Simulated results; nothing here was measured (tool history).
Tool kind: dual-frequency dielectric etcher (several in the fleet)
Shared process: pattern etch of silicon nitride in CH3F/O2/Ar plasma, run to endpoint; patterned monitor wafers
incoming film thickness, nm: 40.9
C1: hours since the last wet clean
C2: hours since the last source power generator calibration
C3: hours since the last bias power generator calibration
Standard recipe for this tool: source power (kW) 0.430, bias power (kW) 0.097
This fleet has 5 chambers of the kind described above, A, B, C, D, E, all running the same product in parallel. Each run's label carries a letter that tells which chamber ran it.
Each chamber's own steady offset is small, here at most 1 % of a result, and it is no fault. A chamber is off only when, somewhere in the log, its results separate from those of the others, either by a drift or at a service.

run 1B day=0.204 | source_power_(kW)=0.430 bias_power_(kW)=0.097 | C1=40.8 C2=356.1 C3=394.5 | endpoint_time_(s)=52.100
run 2A day=0.433 | source_power_(kW)=0.430 bias_power_(kW)=0.097 | C1=250.3 C2=870.4 C3=782.7 | endpoint_time_(s)=50.950
run 3C day=0.767 | source_power_(kW)=0.430 bias_power_(kW)=0.097 | C1=229.2 C2=105.2 C3=936.9 | endpoint_time_(s)=52.608
run 4E day=0.992 | source_power_(kW)=0.430 bias_power_(kW)=0.097 | C1=146.7 C2=428.7 C3=2860.6 | endpoint_time_(s)=52.357
run 5D day=1.212 | source_power_(kW)=0.430 bias_power_(kW)=0.097 | C1=258.9 C2=667.3 C3=403.7 | endpoint_time_(s)=52.523
run 6E day=1.517 | source_power_(kW)=0.430 bias_power_(kW)=0.097 | C1=159.3 C2=441.3 C3=2873.2 | endpoint_time_(s)=52.504
run 7C day=1.725 | source_power_(kW)=0.430 bias_power_(kW)=0.097 | C1=252.2 C2=128.2 C3=959.9 | endpoint_time_(s)=52.024
run 8D day=2.058 | source_power_(kW)=0.350 bias_power_(kW)=0.085 | C1=279.2 C2=687.6 C3=424.0 | endpoint_time_(s)=59.608
run 9A day=2.325 | source_power_(kW)=0.350 bias_power_(kW)=0.085 | C1=295.7 C2=915.8 C3=828.1 | endpoint_time_(s)=59.451
run 10B day=2.521 | source_power_(kW)=0.350 bias_power_(kW)=0.085 | C1=96.4 C2=411.7 C3=450.1 | endpoint_time_(s)=59.051
run 11D day=2.746 | source_power_(kW)=0.350 bias_power_(kW)=0.085 | C1=295.7 C2=704.1 C3=440.5 | endpoint_time_(s)=59.525
run 12E day=3.004 | source_power_(kW)=0.350 bias_power_(kW)=0.085 | C1=195.0 C2=477.0 C3=2908.9 | endpoint_time_(s)=59.513
run 13C day=3.188 | source_power_(kW)=0.430 bias_power_(kW)=0.097 | C1=287.3 C2=163.3 C3=995.0 | endpoint_time_(s)=51.347
run 14A day=3.346 | source_power_(kW)=0.430 bias_power_(kW)=0.097 | C1=320.2 C2=940.3 C3=852.6 | endpoint_time_(s)=51.623
run 15B day=3.571 | source_power_(kW)=0.430 bias_power_(kW)=0.097 | C1=121.6 C2=436.9 C3=475.3 | endpoint_time_(s)=52.055
run 16A day=3.829 | source_power_(kW)=0.430 bias_power_(kW)=0.097 | C1=331.8 C2=951.9 C3=864.2 | endpoint_time_(s)=52.262
run 17C day=4.100 | source_power_(kW)=0.430 bias_power_(kW)=0.097 | C1=309.2 C2=185.2 C3=1016.9 | endpoint_time_(s)=52.846
run 18B day=4.308 | source_power_(kW)=0.430 bias_power_(kW)=0.097 | C1=139.3 C2=454.6 C3=493.0 | endpoint_time_(s)=52.158
run 19D day=4.479 | source_power_(kW)=0.430 bias_power_(kW)=0.097 | C1=337.3 C2=745.7 C3=482.1 | endpoint_time_(s)=51.769
run 20E day=4.654 | source_power_(kW)=0.430 bias_power_(kW)=0.097 | C1=234.6 C2=516.6 C3=2948.5 | endpoint_time_(s)=52.997
run 21C day=4.862 | source_power_(kW)=0.430 bias_power_(kW)=0.097 | C1=327.5 C2=203.5 C3=1035.2 | endpoint_time_(s)=52.335
run 22B day=5.125 | source_power_(kW)=0.430 bias_power_(kW)=0.097 | C1=158.9 C2=474.2 C3=512.6 | endpoint_time_(s)=52.323
run 23E day=5.412 | source_power_(kW)=0.430 bias_power_(kW)=0.097 | C1=252.8 C2=534.8 C3=2966.7 | endpoint_time_(s)=52.352
run 24A day=5.575 | source_power_(kW)=0.430 bias_power_(kW)=0.097 | C1=373.7 C2=993.8 C3=906.1 | endpoint_time_(s)=51.588
run 25D day=5.871 | source_power_(kW)=0.430 bias_power_(kW)=0.097 | C1=370.7 C2=779.1 C3=515.5 | endpoint_time_(s)=52.075
run 26D day=6.192 | source_power_(kW)=0.430 bias_power_(kW)=0.107 | C1=378.4 C2=786.8 C3=523.2 | endpoint_time_(s)=50.146
run 27B day=6.467 | source_power_(kW)=0.430 bias_power_(kW)=0.107 | C1=191.1 C2=506.4 C3=544.8 | endpoint_time_(s)=50.280
run 28A day=6.629 | source_power_(kW)=0.430 bias_power_(kW)=0.107 | C1=399.0 C2=1019.1 C3=931.4 | endpoint_time_(s)=49.797
run 29E day=6.796 | source_power_(kW)=0.430 bias_power_(kW)=0.107 | C1=286.0 C2=568.0 C3=2999.9 | endpoint_time_(s)=50.257
run 30C day=7.025 | source_power_(kW)=0.430 bias_power_(kW)=0.107 | C1=379.4 C2=255.4 C3=1087.1 | endpoint_time_(s)=50.267
run 31B day=7.300 | source_power_(kW)=0.430 bias_power_(kW)=0.097 | C1=211.1 C2=526.4 C3=564.8 | endpoint_time_(s)=51.673
run 32D day=7.550 | source_power_(kW)=0.540 bias_power_(kW)=0.097 | C1=411.0 C2=819.4 C3=555.8 | endpoint_time_(s)=47.445
run 33A day=7.850 | source_power_(kW)=0.540 bias_power_(kW)=0.097 | C1=428.3 C2=1048.4 C3=960.7 | endpoint_time_(s)=47.836
run 34C day=8.012 | source_power_(kW)=0.540 bias_power_(kW)=0.097 | C1=403.1 C2=279.1 C3=1110.8 | endpoint_time_(s)=47.555
run 35E day=8.158 | source_power_(kW)=0.540 bias_power_(kW)=0.097 | C1=318.7 C2=600.7 C3=3032.6 | endpoint_time_(s)=47.925
run 36C day=8.475 | source_power_(kW)=0.540 bias_power_(kW)=0.097 | C1=414.2 C2=290.2 C3=1121.9 | endpoint_time_(s)=47.503

Decide between three cases: one chamber stands off from its peers, the gauge reading all wafers drifts, or nothing is wrong past each chamber's small offset. Where a chamber is off, say which and what most likely put it there.

Nothing is wrong: each chamber keeps only its own small, steady offset and the gauge holds still.

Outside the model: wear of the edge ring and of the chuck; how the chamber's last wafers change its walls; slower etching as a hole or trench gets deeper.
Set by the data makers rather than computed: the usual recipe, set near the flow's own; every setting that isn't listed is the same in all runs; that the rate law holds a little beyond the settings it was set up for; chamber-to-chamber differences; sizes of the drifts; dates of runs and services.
